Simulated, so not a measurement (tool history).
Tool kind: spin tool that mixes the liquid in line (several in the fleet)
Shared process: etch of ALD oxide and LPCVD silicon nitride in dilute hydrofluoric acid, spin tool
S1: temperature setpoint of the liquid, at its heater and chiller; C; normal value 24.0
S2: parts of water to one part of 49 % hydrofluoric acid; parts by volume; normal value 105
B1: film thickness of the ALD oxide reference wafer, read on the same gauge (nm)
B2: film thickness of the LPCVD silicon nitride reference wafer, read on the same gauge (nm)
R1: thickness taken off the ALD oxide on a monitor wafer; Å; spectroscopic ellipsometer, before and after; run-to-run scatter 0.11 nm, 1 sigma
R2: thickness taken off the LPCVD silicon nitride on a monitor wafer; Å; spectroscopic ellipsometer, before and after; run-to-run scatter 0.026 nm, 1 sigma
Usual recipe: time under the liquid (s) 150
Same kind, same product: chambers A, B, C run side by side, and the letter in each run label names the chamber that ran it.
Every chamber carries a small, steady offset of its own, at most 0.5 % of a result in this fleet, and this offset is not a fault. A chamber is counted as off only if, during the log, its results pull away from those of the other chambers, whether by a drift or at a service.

run 1A hour=7.5 | S1=24.0 S2=105 time_under_the_liquid_(s)=150 | B1=39.987 B2=90.002 | R1=283.23 R2=7.6191
run 2C hour=14.4 | S1=24.0 S2=105 time_under_the_liquid_(s)=150 | B1=39.993 B2=90.016 | R1=283.02 R2=7.1501
run 3B hour=22.5 | S1=24.0 S2=105 time_under_the_liquid_(s)=150 | B1=40.024 B2=90.023 | R1=282.82 R2=8.0659
run 4B hour=32.1 | S1=24.0 S2=105 time_under_the_liquid_(s)=150 | B1=40.021 B2=89.993 | R1=284.26 R2=7.6661
run 5A hour=39.5 | S1=24.0 S2=105 time_under_the_liquid_(s)=150 | B1=40.026 B2=90.003 | R1=283.70 R2=7.5253
run 6C hour=47.3 | S1=24.0 S2=105 time_under_the_liquid_(s)=150 | B1=40.012 B2=89.978 | R1=282.89 R2=7.3325
run 7A hour=52.7 | S1=24.0 S2=105 time_under_the_liquid_(s)=150 | B1=40.015 B2=90.019 | R1=283.96 R2=7.5041
run 8B hour=58.9 | S1=24.0 S2=105 time_under_the_liquid_(s)=150 | B1=40.019 B2=90.006 | R1=282.81 R2=7.2892
run 9C hour=67.3 | S1=24.0 S2=105 time_under_the_liquid_(s)=150 | B1=39.989 B2=89.969 | R1=282.48 R2=7.4550
run 10A hour=72.2 | S1=24.0 S2=105 time_under_the_liquid_(s)=150 | B1=39.989 B2=89.997 | R1=283.03 R2=7.3923
run 11B hour=82.4 | S1=24.0 S2=105 time_under_the_liquid_(s)=150 | B1=39.995 B2=90.031 | R1=285.77 R2=7.6214
run 12C hour=91.8 | S1=24.0 S2=105 time_under_the_liquid_(s)=150 | B1=40.022 B2=90.003 | R1=283.13 R2=7.9136
run 13A hour=100.3 | S1=24.0 S2=105 time_under_the_liquid_(s)=150 | B1=39.951 B2=90.001 | R1=284.57 R2=7.4221
run 14C hour=105.6 | S1=24.0 S2=105 time_under_the_liquid_(s)=150 | B1=39.989 B2=89.998 | R1=284.98 R2=7.3185
run 15B hour=115.9 | S1=24.0 S2=105 time_under_the_liquid_(s)=150 | B1=40.039 B2=90.035 | R1=285.19 R2=7.1059
run 16C hour=123.9 | S1=24.0 S2=105 time_under_the_liquid_(s)=150 | B1=40.009 B2=89.990 | R1=283.15 R2=7.2049
run 17B hour=131.2 | S1=24.0 S2=105 time_under_the_liquid_(s)=150 | B1=39.976 B2=90.039 | R1=282.00 R2=7.3654
run 18A hour=136.4 | S1=24.0 S2=105 time_under_the_liquid_(s)=150 | B1=40.003 B2=90.015 | R1=282.68 R2=7.5565
run 19A hour=145.7 | S1=24.0 S2=105 time_under_the_liquid_(s)=150 | B1=39.992 B2=90.017 | R1=284.73 R2=7.7241
run 20C hour=156.1 | S1=24.0 S2=105 time_under_the_liquid_(s)=150 | B1=40.029 B2=90.011 | R1=282.44 R2=7.5193
run 21B hour=166.0 | S1=24.0 S2=105 time_under_the_liquid_(s)=150 | B1=40.000 B2=89.975 | R1=283.47 R2=7.8917
run 22C hour=175.6 | S1=24.0 S2=105 time_under_the_liquid_(s)=150 | B1=40.013 B2=89.984 | R1=282.39 R2=7.6352
run 23A hour=185.2 | S1=24.0 S2=105 time_under_the_liquid_(s)=150 | B1=40.000 B2=90.018 | R1=283.94 R2=8.0866
run 24B hour=190.0 | S1=24.0 S2=105 time_under_the_liquid_(s)=150 | B1=39.990 B2=89.995 | R1=285.17 R2=7.7874
run 25B hour=195.7 | S1=24.0 S2=105 time_under_the_liquid_(s)=150 | B1=39.996 B2=89.996 | R1=281.40 R2=7.0939
run 26C hour=200.7 | S1=27.5 S2=105 time_under_the_liquid_(s)=100 | B1=39.974 B2=89.967 | R1=215.83 R2=6.4327
-- hour=205.4 chamber C: thermometer replaced
run 27A hour=205.4 | S1=27.5 S2=105 time_under_the_liquid_(s)=100 | B1=39.979 B2=90.018 | R1=215.63 R2=6.1150
run 28B hour=213.1 | S1=27.5 S2=105 time_under_the_liquid_(s)=100 | B1=39.980 B2=90.020 | R1=216.38 R2=6.2956
run 29C hour=219.6 | S1=24.0 S2=105 time_under_the_liquid_(s)=195 | B1=40.002 B2=90.016 | R1=367.99 R2=9.8903

Has any chamber moved away from the others, gradually or after a service, or does the common gauge drift, or do the chambers differ only by their own small steady offsets? State the chamber and the most likely cause if one applies.

No chamber is off and the gauge is stable; the differences are just each chamber's small, constant offset.
